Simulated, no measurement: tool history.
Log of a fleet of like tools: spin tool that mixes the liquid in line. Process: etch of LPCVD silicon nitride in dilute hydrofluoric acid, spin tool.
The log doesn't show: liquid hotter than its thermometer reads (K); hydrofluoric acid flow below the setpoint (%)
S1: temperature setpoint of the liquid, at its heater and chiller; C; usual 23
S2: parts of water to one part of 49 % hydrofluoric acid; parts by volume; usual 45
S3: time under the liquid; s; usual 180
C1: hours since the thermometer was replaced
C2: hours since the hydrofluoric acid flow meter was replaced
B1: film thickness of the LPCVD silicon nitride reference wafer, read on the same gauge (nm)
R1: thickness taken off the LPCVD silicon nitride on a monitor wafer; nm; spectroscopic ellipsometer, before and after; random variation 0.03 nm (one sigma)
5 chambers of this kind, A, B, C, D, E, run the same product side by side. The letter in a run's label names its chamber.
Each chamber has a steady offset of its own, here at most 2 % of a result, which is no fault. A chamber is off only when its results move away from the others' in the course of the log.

run     day  S1  S2   S3      C1      C2      B1      R1
 1D   0.438  23  45  180  2398.8   650.7  79.979  1.9198
 2B   0.904  23  45  180   703.0   135.6  79.986  1.9031
 3C   1.467  23  45  180   751.6   454.7  80.025  1.9296
 4A   1.888  23  45  180  1180.4  1136.0  80.011  1.9429
 5E   2.217  23  45  180   589.0   381.8  79.995  1.9135
 6A   2.592  23  45  180  1197.3  1152.9  79.987  1.9395
      3.158  -- chamber E: hydrofluoric acid flow meter replaced
 7C   3.229  23  45  180   793.9   497.0  80.001  1.8999
 8E   3.825  23  45  180   627.6    16.0  79.991  1.9360
 9D   4.175  23  35  240  2488.5   740.4  79.991  3.1422
10B   4.533  23  35  240   790.1   222.7  79.960  3.2570
11D   4.842  23  35  240  2504.5   756.4  80.005  3.1865
12B   5.462  23  35  240   812.4   245.0  79.998  3.1612
      5.921  -- chamber D: hydrofluoric acid flow meter replaced
13E   6.138  23  35  240   683.1    71.5  80.010  3.2784
14C   6.450  23  45  180   871.2   574.3  80.004  1.9330
15A   6.929  28  45  180  1301.4  1257.0  79.985  2.6940
16E   7.358  28  45  180   712.4   100.8  80.008  2.6333
      7.838  -- chamber A: hydrofluoric acid flow meter replaced
17D   7.954  28  45  180  2579.2    48.9  79.999  2.6275
18A   8.621  28  45  180  1342.0    18.8  80.047  2.6531
19C   9.117  28  45  180   935.2   638.3  80.001  2.6888
20B   9.429  23  45  180   907.6   340.2  80.003  1.8820
21A  10.012  23  45  180  1375.4    52.2  80.025  1.9544
22E  10.538  23  45  180   788.7   177.1  79.987  1.9203
     10.750  -- chamber A: thermometer replaced
23D  11.171  23  45  180  2656.4   126.1  80.023  1.9185
24C  11.492  23  45  180   992.2   695.3  80.015  1.9493
25B  11.833  23  45  180   965.3   397.9  80.010  1.9257
26A  12.296  23  45  180    37.1   107.0  80.007  1.9179
27C  12.938  23  45  180  1026.9   730.0  80.039  2.0091
     12.979  -- chamber D: thermometer replaced
     13.342  -- chamber B: thermometer replaced
28B  13.575  23  45  180     5.7   439.7  79.965  1.9162
29D  13.908  23  45  180    22.4   191.8  80.037  1.8220
30E  14.379  23  45   95   880.9   269.3  80.005  1.0437
31C  14.929  23  45   95  1074.7   777.8  79.976  1.0190
32B  15.408  23  45   95    49.7   483.7  80.040  1.0079
33A  15.833  23  45   95   122.0   191.9  79.988  1.0002

Next, every chamber runs the same settings. What will each give?
34A  16.329  20  45  180               ?
34B  16.329  20  45  180               ?
34C  16.329  20  45  180               ?
34D  16.329  20  45  180               ?
34E  16.329  20  45  180               ?

run      R1
34A  1.5648
34B  1.5581
34C  1.5904
34D  1.4966
34E  1.5305

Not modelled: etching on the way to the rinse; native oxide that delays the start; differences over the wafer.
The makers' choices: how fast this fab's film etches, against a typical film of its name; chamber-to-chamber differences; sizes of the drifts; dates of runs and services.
